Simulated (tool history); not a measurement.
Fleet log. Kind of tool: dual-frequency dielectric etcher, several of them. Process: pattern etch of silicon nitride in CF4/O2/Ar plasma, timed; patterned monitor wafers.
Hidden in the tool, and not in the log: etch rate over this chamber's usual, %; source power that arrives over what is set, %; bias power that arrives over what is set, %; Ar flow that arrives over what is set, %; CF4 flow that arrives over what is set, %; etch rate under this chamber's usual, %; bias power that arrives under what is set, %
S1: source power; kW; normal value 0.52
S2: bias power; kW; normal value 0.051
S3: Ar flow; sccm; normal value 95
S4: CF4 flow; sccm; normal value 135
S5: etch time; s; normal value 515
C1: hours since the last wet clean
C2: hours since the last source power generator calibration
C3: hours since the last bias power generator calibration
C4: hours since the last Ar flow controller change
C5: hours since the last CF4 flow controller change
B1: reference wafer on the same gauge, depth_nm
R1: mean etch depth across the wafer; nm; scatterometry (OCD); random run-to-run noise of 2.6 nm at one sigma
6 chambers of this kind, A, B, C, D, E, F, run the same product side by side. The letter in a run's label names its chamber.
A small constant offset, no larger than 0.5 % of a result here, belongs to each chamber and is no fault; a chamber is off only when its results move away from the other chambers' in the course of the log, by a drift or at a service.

run 1A hour=12.5 | S1=0.52 S2=0.051 S3=95 S4=135 S5=515 | C1=353.2 C2=1510.1 C3=1019.9 C4=3323 C5=1353.1 | B1=1269.5 | R1=1055.7
run 2C hour=28.3 | S1=0.52 S2=0.051 S3=95 S4=135 S5=515 | C1=326 C2=1808.9 C3=1991.8 C4=940.3 C5=1878.4 | B1=1269.5 | R1=1063.4
run 3E hour=39.2 | S1=0.52 S2=0.051 S3=95 S4=135 S5=515 | C1=317.8 C2=1844.9 C3=473.3 C4=2023.3 C5=3447.7 | B1=1269.4 | R1=1065.6
run 4F hour=55.4 | S1=0.52 S2=0.051 S3=95 S4=135 S5=515 | C1=301.9 C2=2250 C3=1573.7 C4=358.3 C5=2059.1 | B1=1269.5 | R1=1065
run 5D hour=69.6 | S1=0.52 S2=0.051 S3=79 S4=152 S5=515 | C1=176 C2=5254 C3=3523.6 C4=2785.9 C5=4381.5 | B1=1269.5 | R1=1092.8
run 6B hour=83.6 | S1=0.52 S2=0.051 S3=79 S4=152 S5=515 | C1=326.6 C2=519.2 C3=1401.3 C4=4070 C5=1630.6 | B1=1270.3 | R1=1096.9
-- hour=87.7 chamber A: wet clean of the chamber
run 7B hour=92 | S1=0.52 S2=0.051 S3=79 S4=152 S5=515 | C1=335 C2=527.6 C3=1409.7 C4=4078.4 C5=1639 | B1=1269.8 | R1=1101.3
run 8C hour=103.9 | S1=0.52 S2=0.051 S3=79 S4=152 S5=515 | C1=401.6 C2=1884.5 C3=2067.4 C4=1015.9 C5=1954 | B1=1269.5 | R1=1090.1
run 9A hour=119 | S1=0.52 S2=0.051 S3=79 S4=152 S5=515 | C1=31.3 C2=1616.6 C3=1126.4 C4=3429.5 C5=1459.6 | B1=1269.4 | R1=1094.6
-- hour=122.2 chamber C: wet clean of the chamber
run 10D hour=129.9 | S1=0.52 S2=0.051 S3=79 S4=152 S5=515 | C1=236.3 C2=5314.3 C3=3583.9 C4=2846.2 C5=4441.8 | B1=1270.1 | R1=1088.2
run 11F hour=144.7 | S1=0.52 S2=0.045 S3=95 S4=135 S5=585 | C1=391.2 C2=2339.3 C3=1663 C4=447.6 C5=2148.4 | B1=1270 | R1=1156.8
-- hour=145.6 chamber B: wet clean of the chamber
-- hour=151.6 chamber C: source power generator calibrated
run 12E hour=160 | S1=0.52 S2=0.045 S3=95 S4=135 S5=585 | C1=438.6 C2=1965.7 C3=594.1 C4=2144.1 C5=3568.5 | B1=1270.1 | R1=1158.9
run 13A hour=168.6 | S1=0.52 S2=0.045 S3=95 S4=135 S5=585 | C1=80.9 C2=1666.2 C3=1176 C4=3479.1 C5=1509.2 | B1=1269.4 | R1=1153
-- hour=176.9 chamber F: source power generator calibrated
run 14E hour=182.9 | S1=0.52 S2=0.045 S3=95 S4=135 S5=585 | C1=461.5 C2=1988.6 C3=617 C4=2167 C5=3591.4 | B1=1270.4 | R1=1159.9
run 15F hour=195.1 | S1=0.52 S2=0.045 S3=95 S4=135 S5=585 | C1=441.6 C2=18.2 C3=1713.4 C4=498 C5=2198.8 | B1=1270.2 | R1=1157.7
run 16C hour=203 | S1=0.52 S2=0.045 S3=95 S4=135 S5=585 | C1=80.9 C2=51.5 C3=2166.5 C4=1115 C5=2053.1 | B1=1270.1 | R1=1147.1
run 17D hour=211.9 | S1=0.52 S2=0.051 S3=104 S4=161 S5=515 | C1=318.3 C2=5396.3 C3=3665.9 C4=2928.2 C5=4523.8 | B1=1269.3 | R1=1072
run 18B hour=227.8 | S1=0.52 S2=0.051 S3=104 S4=161 S5=515 | C1=82.3 C2=663.4 C3=1545.5 C4=4214.2 C5=1774.8 | B1=1269.4 | R1=1075
run 19E hour=243 | S1=0.52 S2=0.051 S3=104 S4=161 S5=515 | C1=521.6 C2=2048.7 C3=677.1 C4=2227.1 C5=3651.5 | B1=1269.9 | R1=1077.8
-- hour=256.6 chamber E: wet clean of the chamber
run 20A hour=258.1 | S1=0.52 S2=0.051 S3=104 S4=161 S5=515 | C1=170.4 C2=1755.7 C3=1265.5 C4=3568.6 C5=1598.7 | B1=1270.8 | R1=1072.3
run 21D hour=271.9 | S1=0.52 S2=0.051 S3=104 S4=161 S5=515 | C1=378.3 C2=5456.3 C3=3725.9 C4=2988.2 C5=4583.8 | B1=1270 | R1=1075.3
run 22B hour=286.9 | S1=0.52 S2=0.051 S3=104 S4=161 S5=515 | C1=141.4 C2=722.5 C3=1604.6 C4=4273.3 C5=1833.9 | B1=1270 | R1=1075.5
-- hour=287.4 chamber A: Ar flow controller replaced
-- hour=298 chamber F: wet clean of the chamber
run 23C hour=302.2 | S1=0.52 S2=0.051 S3=95 S4=135 S5=515 | C1=180.1 C2=150.7 C3=2265.7 C4=1214.2 C5=2152.3 | B1=1270 | R1=1061.5
run 24F hour=317.8 | S1=0.52 S2=0.051 S3=95 S4=135 S5=515 | C1=19.8 C2=140.9 C3=1836.1 C4=620.7 C5=2321.5 | B1=1269.8 | R1=1063.9
run 25A hour=328.5 | S1=0.52 S2=0.051 S3=95 S4=135 S5=515 | C1=240.8 C2=1826.1 C3=1335.9 C4=41.1 C5=1669.1 | B1=1270.4 | R1=1064.1
run 26F hour=340 | S1=0.52 S2=0.051 S3=95 S4=135 S5=515 | C1=42 C2=163.1 C3=1858.3 C4=642.9 C5=2343.7 | B1=1269.2 | R1=1069.8
-- hour=350.1 chamber C: bias power generator calibrated
-- hour=350.4 chamber D: source power generator calibrated
run 27E hour=351.9 | S1=0.52 S2=0.051 S3=95 S4=135 S5=515 | C1=95.3 C2=2157.6 C3=786 C4=2336 C5=3760.4 | B1=1270.5 | R1=1038.4
run 28D hour=361.6 | S1=0.52 S2=0.051 S3=95 S4=135 S5=515 | C1=468 C2=11.3 C3=3815.6 C4=3077.9 C5=4673.5 | B1=1270.5 | R1=1060
run 29C hour=375.6 | S1=0.52 S2=0.051 S3=95 S4=135 S5=515 | C1=253.5 C2=224.1 C3=25.6 C4=1287.6 C5=2225.7 | B1=1270.3 | R1=1055.9
run 30B hour=392 | S1=0.52 S2=0.051 S3=95 S4=135 S5=515 | C1=246.5 C2=827.6 C3=1709.7 C4=4378.4 C5=1939 | B1=1270.5 | R1=1067.5
run 31C hour=408.3 | S1=0.52 S2=0.06 S3=95 S4=135 S5=394.5 | C1=286.2 C2=256.8 C3=58.3 C4=1320.3 C5=2258.4 | B1=1270.2 | R1=860.78
run 32A hour=416 | S1=0.52 S2=0.06 S3=95 S4=135 S5=394.5 | C1=328.3 C2=1913.6 C3=1423.4 C4=128.6 C5=1756.6 | B1=1269.6 | R1=859.43
run 33D hour=425.8 | S1=0.52 S2=0.06 S3=95 S4=135 S5=394.5 | C1=532.2 C2=75.5 C3=3879.8 C4=3142.1 C5=4737.7 | B1=1270.6 | R1=859.41
run 34F hour=433.2 | S1=0.52 S2=0.06 S3=95 S4=135 S5=394.5 | C1=135.2 C2=256.3 C3=1951.5 C4=736.1 C5=2436.9 | B1=1270.6 | R1=868.13
run 35B hour=443.5 | S1=0.52 S2=0.06 S3=95 S4=135 S5=394.5 | C1=298 C2=879.1 C3=1761.2 C4=4429.9 C5=1990.5 | B1=1269.5 | R1=860.66
run 36E hour=452.7 | S1=0.52 S2=0.06 S3=95 S4=135 S5=394.5 | C1=196.1 C2=2258.4 C3=886.8 C4=2436.8 C5=3861.2 | B1=1270.2 | R1=842.94

All 6 chambers run these settings next. Forecast each chamber's results:
run 37A hour=464.4 | S1=0.52 S2=0.039 S3=95 S4=135 S5=515 | R1=?
run 37B hour=464.4 | S1=0.52 S2=0.039 S3=95 S4=135 S5=515 | R1=?
run 37C hour=464.4 | S1=0.52 S2=0.039 S3=95 S4=135 S5=515 | R1=?
run 37D hour=464.4 | S1=0.52 S2=0.039 S3=95 S4=135 S5=515 | R1=?
run 37E hour=464.4 | S1=0.52 S2=0.039 S3=95 S4=135 S5=515 | R1=?
run 37F hour=464.4 | S1=0.52 S2=0.039 S3=95 S4=135 S5=515 | R1=?

run=37A R1=970.4
run=37B R1=970.7
run=37C R1=964.59
run=37D R1=968.53
run=37E R1=944.85
run=37F R1=966.6
